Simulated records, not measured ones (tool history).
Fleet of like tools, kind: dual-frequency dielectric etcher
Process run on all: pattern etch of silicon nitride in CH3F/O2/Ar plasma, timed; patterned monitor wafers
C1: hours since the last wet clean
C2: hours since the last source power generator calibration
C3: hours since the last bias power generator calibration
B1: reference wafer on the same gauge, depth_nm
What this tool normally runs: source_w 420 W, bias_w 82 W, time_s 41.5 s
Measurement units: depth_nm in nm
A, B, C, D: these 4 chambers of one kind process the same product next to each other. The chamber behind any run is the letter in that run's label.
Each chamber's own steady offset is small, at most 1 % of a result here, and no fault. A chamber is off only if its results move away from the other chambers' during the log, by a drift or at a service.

Run 1C, hour 7.7: usual settings; C1 328.1; C2 356.8; C3 1364.7; B1 31.083. Result: depth_nm 31.336 nm.
Run 2B, hour 15.1: usual settings; C1 159.4; C2 3150.5; C3 3247.4; B1 31.131. Result: depth_nm 30.933 nm.
Run 3D, hour 25: usual settings; C1 405.8; C2 2927.6; C3 625.9; B1 31.067. Result: depth_nm 30.882 nm.
Run 4A, hour 30.8: usual settings; C1 400.7; C2 1724.1; C3 3365.1; B1 31.172. Result: depth_nm 31.057 nm.
Run 5D, hour 39.6: usual settings; C1 420.4; C2 2942.2; C3 640.5; B1 31.07. Result: depth_nm 30.658 nm.
Run 6A, hour 50.3: usual settings; C1 420.2; C2 1743.6; C3 3384.6; B1 31.059. Result: depth_nm 31.007 nm.
Run 7B, hour 58.3: usual settings; C1 202.6; C2 3193.7; C3 3290.6; B1 31.091. Result: depth_nm 31.01 nm.
Run 8C, hour 65: usual settings but source_w 330 W; C1 385.4; C2 414.1; C3 1422; B1 31.1. Result: depth_nm 28.833 nm.
Run 9A, hour 72.1: usual settings but source_w 330 W; C1 442; C2 1765.4; C3 3406.4; B1 31.108. Result: depth_nm 28.466 nm.
At hour 79: chamber A: wet clean of the chamber.
Run 10C, hour 84: usual settings but source_w 330 W; C1 404.4; C2 433.1; C3 1441; B1 31.104. Result: depth_nm 28.969 nm.
Run 11D, hour 91.4: usual settings but source_w 330 W; C1 472.2; C2 2994; C3 692.3; B1 31.118. Result: depth_nm 28.11 nm.
Run 12B, hour 101.6: usual settings but source_w 500 W; C1 245.9; C2 3237; C3 3333.9; B1 31.083. Result: depth_nm 32.876 nm.
Run 13C, hour 108.1: usual settings but source_w 500 W; C1 428.5; C2 457.2; C3 1465.1; B1 31.113. Result: depth_nm 33.811 nm.
Run 14D, hour 113.7: usual settings but source_w 500 W; C1 494.5; C2 3016.3; C3 714.6; B1 31.134. Result: depth_nm 32.804 nm.
At hour 121.7: chamber B: bias power generator calibrated.
Run 15A, hour 125: usual settings but source_w 500 W; C1 46; C2 1818.3; C3 3459.3; B1 31.09. Result: depth_nm 33.137 nm.
Run 16B, hour 136: usual settings; C1 280.3; C2 3271.4; C3 14.4; B1 31.084. Result: depth_nm 31.044 nm.
Run 17D, hour 144.5: usual settings but source_w 520 W; C1 525.3; C2 3047.1; C3 745.4; B1 31.103. Result: depth_nm 33.506 nm.
At hour 147: chamber D: wet clean of the chamber.
Run 18B, hour 155.7: usual settings but source_w 520 W; C1 300; C2 3291.1; C3 34.1; B1 31.107. Result: depth_nm 33.554 nm.
Run 19A, hour 163.1: usual settings but source_w 520 W; C1 84.1; C2 1856.4; C3 3497.4; B1 31.114. Result: depth_nm 33.52 nm.
Run 20C, hour 175.1: usual settings but source_w 520 W; C1 495.5; C2 524.2; C3 1532.1; B1 31.07. Result: depth_nm 34.51 nm.
Run 21C, hour 186.7: usual settings; C1 507.1; C2 535.8; C3 1543.7; B1 31.058. Result: depth_nm 31.708 nm.
Run 22A, hour 192: usual settings but source_w 350 W; C1 113; C2 1885.3; C3 3526.3; B1 31.152. Result: depth_nm 29.125 nm.
Run 23B, hour 201.1: usual settings but source_w 350 W; C1 345.4; C2 3336.5; C3 79.5; B1 31.092. Result: depth_nm 28.891 nm.
At hour 206: chamber D: source power generator calibrated.
Run 24D, hour 207.7: usual settings but source_w 350 W; C1 60.8; C2 1.7; C3 808.6; B1 31.113. Result: depth_nm 29.036 nm.
Run 25D, hour 218.8: usual settings but source_w 350 W; C1 71.9; C2 12.8; C3 819.7; B1 31.116. Result: depth_nm 29.01 nm.
Run 26A, hour 224.5: usual settings; C1 145.5; C2 1917.8; C3 3558.8; B1 31.081. Result: depth_nm 31.138 nm.
Run 27C, hour 231.5: usual settings but bias_w 100 W; C1 551.9; C2 580.6; C3 1588.5; B1 31.117. Result: depth_nm 34.389 nm.
Run 28B, hour 237.1: usual settings but bias_w 100 W; C1 381.4; C2 3372.5; C3 115.5; B1 31.101. Result: depth_nm 33.186 nm.
Run 29D, hour 246.6: usual settings but bias_w 100 W; C1 99.7; C2 40.6; C3 847.5; B1 31.09. Result: depth_nm 32.858 nm.
Run 30B, hour 252.9: usual settings but bias_w 100 W; C1 397.2; C2 3388.3; C3 131.3; B1 31.049. Result: depth_nm 32.988 nm.
Run 31A, hour 264.1: usual settings; C1 185.1; C2 1957.4; C3 3598.4; B1 31.127. Result: depth_nm 30.795 nm.
Run 32C, hour 271.3: usual settings; C1 591.7; C2 620.4; C3 1628.3; B1 31.091. Result: depth_nm 32.109 nm.
Run 33A, hour 278.4: usual settings but source_w 380 W; C1 199.4; C2 1971.7; C3 3612.7; B1 31.166. Result: depth_nm 29.607 nm.
Run 34B, hour 290.3: usual settings but source_w 380 W; C1 434.6; C2 3425.7; C3 168.7; B1 31.074. Result: depth_nm 29.525 nm.
Run 35C, hour 298.5: usual settings but source_w 380 W; C1 618.9; C2 647.6; C3 1655.5; B1 31.117. Result: depth_nm 31.322 nm.
Run 36D, hour 309.3: usual settings but source_w 380 W; C1 162.4; C2 103.3; C3 910.2; B1 31.04. Result: depth_nm 29.645 nm.
Run 37A, hour 315: usual settings; C1 236; C2 2008.3; C3 3649.3; B1 31.119. Result: depth_nm 31.211 nm.
Run 38C, hour 321.4: usual settings; C1 641.8; C2 670.5; C3 1678.4; B1 31.128. Result: depth_nm 32.344 nm.

All 4 chambers run these settings next. Forecast each chamber's results:
Run 39A, hour 330.1: usual settings but bias_w 95 W. Result: depth_nm ?.
Run 39B, hour 330.1: usual settings but bias_w 95 W. Result: depth_nm ?.
Run 39C, hour 330.1: usual settings but bias_w 95 W. Result: depth_nm ?.
Run 39D, hour 330.1: usual settings but bias_w 95 W. Result: depth_nm ?.

run  depth_nm
39A    32.593
39B    32.435
39C     33.78
39D    32.484

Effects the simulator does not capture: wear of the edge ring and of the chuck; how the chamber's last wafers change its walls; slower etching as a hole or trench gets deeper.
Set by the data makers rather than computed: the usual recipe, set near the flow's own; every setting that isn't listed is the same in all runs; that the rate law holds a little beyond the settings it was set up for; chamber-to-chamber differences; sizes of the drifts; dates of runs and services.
